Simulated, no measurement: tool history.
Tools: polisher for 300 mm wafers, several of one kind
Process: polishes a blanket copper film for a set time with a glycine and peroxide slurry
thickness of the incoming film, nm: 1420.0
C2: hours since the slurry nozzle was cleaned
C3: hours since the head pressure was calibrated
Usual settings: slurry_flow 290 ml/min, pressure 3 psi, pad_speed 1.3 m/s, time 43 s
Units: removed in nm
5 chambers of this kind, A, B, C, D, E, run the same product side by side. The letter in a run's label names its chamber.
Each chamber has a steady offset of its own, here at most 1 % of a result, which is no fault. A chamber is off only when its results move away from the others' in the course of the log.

Run 1E, day 0.217: usual settings; wafers polished on this pad 102; C2 52.7; C3 503.5. Result: removed 303.35 nm.
Run 2C, day 0.612: usual settings; wafers polished on this pad 601; C2 344; C3 268.3. Result: removed 307.33 nm.
At day 0.867: chamber B: head pressure recalibrated.
Run 3B, day 0.904: usual settings; wafers polished on this pad 494; C2 66.6; C3 1. Result: removed 306.51 nm.
Run 4D, day 1.125: usual settings; wafers polished on this pad 405; C2 266.2; C3 395.3. Result: removed 303.74 nm.
At day 1.4: chamber C: worn pad replaced by a new one.
At day 1.467: chamber A: slurry nozzle cleaned.
Run 5A, day 1.512: usual settings; wafers polished on this pad 449; C2 1.2; C3 625.6. Result: removed 301.75 nm.
Run 6B, day 1.721: usual settings; wafers polished on this pad 701; C2 86.2; C3 20.6. Result: removed 304 nm.
Run 7C, day 1.938: usual settings; wafers polished on this pad 137; C2 375.8; C3 300.1. Result: removed 299.65 nm.
Run 8E, day 2.25: usual settings; wafers polished on this pad 618; C2 101.5; C3 552.3. Result: removed 302.56 nm.
Run 9D, day 2.554: usual settings; wafers polished on this pad 767; C2 300.5; C3 429.6. Result: removed 312.85 nm.
At day 2.708: chamber B: worn pad replaced by a new one.
Run 10A, day 2.908: usual settings; wafers polished on this pad 803; C2 34.7; C3 659.1. Result: removed 294.69 nm.
Run 11D, day 3.267: usual settings; wafers polished on this pad 948; C2 317.6; C3 446.7. Result: removed 312.29 nm.
Run 12A, day 3.542: usual settings; wafers polished on this pad 964; C2 49.9; C3 674.3. Result: removed 297.47 nm.
Run 13C, day 3.842: usual settings; wafers polished on this pad 620; C2 421.5; C3 345.8. Result: removed 306.95 nm.
At day 4: chamber A: worn pad replaced by a new one.
At day 4.158: chamber D: worn pad replaced by a new one.
Run 14B, day 4.162: usual settings; wafers polished on this pad 369; C2 144.8; C3 79.2. Result: removed 308.13 nm.
Run 15E, day 4.5: usual settings but slurry_flow 380 ml/min, pressure 3.7 psi; wafers polished on this pad 1189; C2 155.5; C3 606.3. Result: removed 367.56 nm.
At day 4.633: chamber C: worn pad replaced by a new one.
At day 4.708: chamber E: worn pad replaced by a new one.
Run 16B, day 4.717: usual settings but slurry_flow 380 ml/min, pressure 3.7 psi; wafers polished on this pad 510; C2 158.1; C3 92.5. Result: removed 371.03 nm.
Run 17D, day 4.933: usual settings but slurry_flow 380 ml/min, pressure 3.7 psi; wafers polished on this pad 196; C2 357.6; C3 486.7. Result: removed 382.24 nm.
Run 18E, day 5.25: usual settings but slurry_flow 380 ml/min, pressure 3.7 psi; wafers polished on this pad 138; C2 173.5; C3 624.3. Result: removed 378.04 nm.
Run 19A, day 5.612: usual settings but slurry_flow 380 ml/min, pressure 3.7 psi; wafers polished on this pad 410; C2 99.6; C3 724. Result: removed 367.56 nm.
At day 5.717: chamber E: slurry nozzle cleaned.
Run 20C, day 5.808: usual settings; wafers polished on this pad 299; C2 468.7; C3 393. Result: removed 308.99 nm.
Run 21E, day 6.154: usual settings; wafers polished on this pad 367; C2 10.5; C3 646. Result: removed 305.23 nm.
Run 22D, day 6.346: usual settings; wafers polished on this pad 555; C2 391.5; C3 520.6. Result: removed 319.68 nm.
Run 23C, day 6.542: usual settings but pad_speed 1.72 m/s, time 56 s; wafers polished on this pad 485; C2 486.3; C3 410.6. Result: removed 513.57 nm.
At day 6.792: chamber B: worn pad replaced by a new one.
Run 24A, day 6.808: usual settings but pad_speed 1.72 m/s, time 56 s; wafers polished on this pad 713; C2 128.3; C3 752.7. Result: removed 500.32 nm.
Run 25B, day 6.992: usual settings but pad_speed 1.72 m/s, time 56 s; wafers polished on this pad 51; C2 212.7; C3 147.1. Result: removed 500.43 nm.
Run 26B, day 7.208: usual settings but pad_speed 1.72 m/s, time 56 s; wafers polished on this pad 106; C2 217.9; C3 152.3. Result: removed 514.05 nm.
At day 7.238: chamber C: worn pad replaced by a new one.
At day 7.275: chamber D: slurry nozzle cleaned.
Run 27D, day 7.517: usual settings but pad_speed 1.72 m/s, time 56 s; wafers polished on this pad 852; C2 5.9; C3 548.7. Result: removed 542.63 nm.
At day 7.625: chamber A: worn pad replaced by a new one.
At day 7.638: chamber A: head pressure recalibrated.
Run 28C, day 7.812: usual settings; wafers polished on this pad 146; C2 516.8; C3 441.1. Result: removed 311.65 nm.
Run 29E, day 8.121: usual settings; wafers polished on this pad 866; C2 57.7; C3 693.2. Result: removed 302.74 nm.
Run 30A, day 8.346: usual settings; wafers polished on this pad 183; C2 165.2; C3 17.1. Result: removed 302.97 nm.
Run 31C, day 8.546: usual settings; wafers polished on this pad 333; C2 534.4; C3 458.7. Result: removed 308.63 nm.
At day 8.625: chamber D: worn pad replaced by a new one.
Run 32B, day 8.767: usual settings but time 32 s; wafers polished on this pad 502; C2 255.3; C3 189.7. Result: removed 229.28 nm.
Run 33A, day 9.1: usual settings but time 32 s; wafers polished on this pad 375; C2 183.3; C3 35.2. Result: removed 223.75 nm.
Run 34D, day 9.321: usual settings but time 32 s; wafers polished on this pad 177; C2 49.2; C3 592. Result: removed 246.11 nm.
Run 35E, day 9.512: usual settings but time 32 s; wafers polished on this pad 1220; C2 91.1; C3 726.6. Result: removed 225.5 nm.
Run 36D, day 9.746: usual settings but time 32 s; wafers polished on this pad 285; C2 59.4; C3 602.2. Result: removed 249.29 nm.
Run 37E, day 10.058: usual settings; wafers polished on this pad 1358; C2 104.2; C3 739.7. Result: removed 297.47 nm.
At day 10.171: chamber C: worn pad replaced by a new one.
Run 38A, day 10.396: usual settings; wafers polished on this pad 704; C2 214.4; C3 66.3. Result: removed 302.28 nm.
Run 39C, day 10.708: usual settings; wafers polished on this pad 137; C2 586.3; C3 510.6. Result: removed 313.19 nm.
At day 10.812: chamber B: worn pad replaced by a new one.
Run 40B, day 10.971: usual settings; wafers polished on this pad 41; C2 308.2; C3 242.6. Result: removed 306.46 nm.

Next, every chamber runs the same settings. What will each give?
Run 41A, day 11.258: usual settings. Result: removed ?.
Run 41B, day 11.258: usual settings. Result: removed ?.
Run 41C, day 11.258: usual settings. Result: removed ?.
Run 41D, day 11.258: usual settings. Result: removed ?.
Run 41E, day 11.258: usual settings. Result: removed ?.

run  removed
41A   300.23
41B   305.83
41C   302.19
41D   347.59
41E   302.06
